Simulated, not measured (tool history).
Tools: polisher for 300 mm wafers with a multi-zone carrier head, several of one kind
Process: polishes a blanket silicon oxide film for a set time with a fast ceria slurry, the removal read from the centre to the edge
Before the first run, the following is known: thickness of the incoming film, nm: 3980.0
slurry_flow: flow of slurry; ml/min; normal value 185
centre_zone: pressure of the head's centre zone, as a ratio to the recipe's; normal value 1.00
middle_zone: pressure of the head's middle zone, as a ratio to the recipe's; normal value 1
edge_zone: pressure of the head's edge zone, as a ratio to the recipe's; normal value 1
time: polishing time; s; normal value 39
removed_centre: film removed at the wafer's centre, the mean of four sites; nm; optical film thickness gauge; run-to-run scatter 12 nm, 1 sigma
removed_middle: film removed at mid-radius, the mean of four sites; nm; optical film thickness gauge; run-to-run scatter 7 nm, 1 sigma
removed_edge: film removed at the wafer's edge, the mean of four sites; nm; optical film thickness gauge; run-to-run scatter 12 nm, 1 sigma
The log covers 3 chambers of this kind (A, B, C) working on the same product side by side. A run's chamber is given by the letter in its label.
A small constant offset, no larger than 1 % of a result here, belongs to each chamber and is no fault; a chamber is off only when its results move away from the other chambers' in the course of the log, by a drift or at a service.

run    day  slurry_flow  centre_zone  middle_zone  edge_zone  time  removed_centre  removed_middle  removed_edge
     0.254  -- chamber C: edge zone pressure recalibrated
 1B  0.296          185         1.00            1          1    39          849.84          862.26        846.81
 2A  0.700          185         1.00            1          1    39          896.86          861.25        864.73
 3C  1.096          185         1.00            1          1    39          856.84          867.61        882.35
     1.104  -- chamber A: worn pad replaced by a new one
 4C  1.329          185         1.00            1          1    39          858.00          867.85        871.53
 5A  1.675          235         1.00            1          1    46         1056.40         1057.50       1041.20
 6B  2.000          235         1.00            1          1    46         1061.60         1048.60       1031.90
     2.312  -- chamber C: worn pad replaced by a new one
 7C  2.321          235         1.00            1          1    46         1047.10         1043.80       1051.10
     2.733  -- chamber B: worn pad replaced by a new one
 8B  2.742          185         1.00            1          1    39          863.10          866.60        854.11
 9A  3.108          185         1.00            1          1    39          859.31          869.58        854.05
10B  3.562          185         1.00            1          1    39          885.90          857.80        869.86
11A  3.875          185         1.00            1          1    39          861.20          851.65        849.71
12C  4.304          185         0.89            1          1    39          761.14          874.56        863.92
13B  4.575          185         0.89            1          1    39          747.91          878.67        874.33
     4.671  -- chamber C: worn pad replaced by a new one
14C  4.992          185         0.89            1          1    39          765.09          865.73        864.24
15A  5.279          185         1.00            1          1    39          817.58          870.34        889.03
16B  5.525          185         1.00            1          1    39          868.09          873.38        857.69
17C  5.946          185         1.00            1          1    39          853.44          876.72        862.01
18A  6.258          185         1.00            1          1    39          821.25          863.61        888.48
     6.400  -- chamber A: worn pad replaced by a new one
19C  6.579          185         1.00            1          1    39          855.37          859.81        859.57
20A  6.975          185         1.00            1          1    39          794.55          859.36        859.91
21B  7.225          185         1.00            1          1    39          877.45          881.06        880.80
22A  7.646          185         1.00            1          1    39          808.50          875.36        863.84
     7.758  -- chamber C: worn pad replaced by a new one
23C  7.983          185         1.00            1          1    39          863.27          853.43        849.06

Predict what each chamber gives when all 3 of them run the settings below next.
24A  8.346          185         1.00            1          1    39               ?               ?             ?
24B  8.346          185         1.00            1          1    39               ?               ?             ?
24C  8.346          185         1.00            1          1    39               ?               ?             ?

run  removed_centre  removed_middle  removed_edge
24A          770.45          856.95        844.53
24B          875.48          855.08        865.35
24C          876.35          865.35        871.52

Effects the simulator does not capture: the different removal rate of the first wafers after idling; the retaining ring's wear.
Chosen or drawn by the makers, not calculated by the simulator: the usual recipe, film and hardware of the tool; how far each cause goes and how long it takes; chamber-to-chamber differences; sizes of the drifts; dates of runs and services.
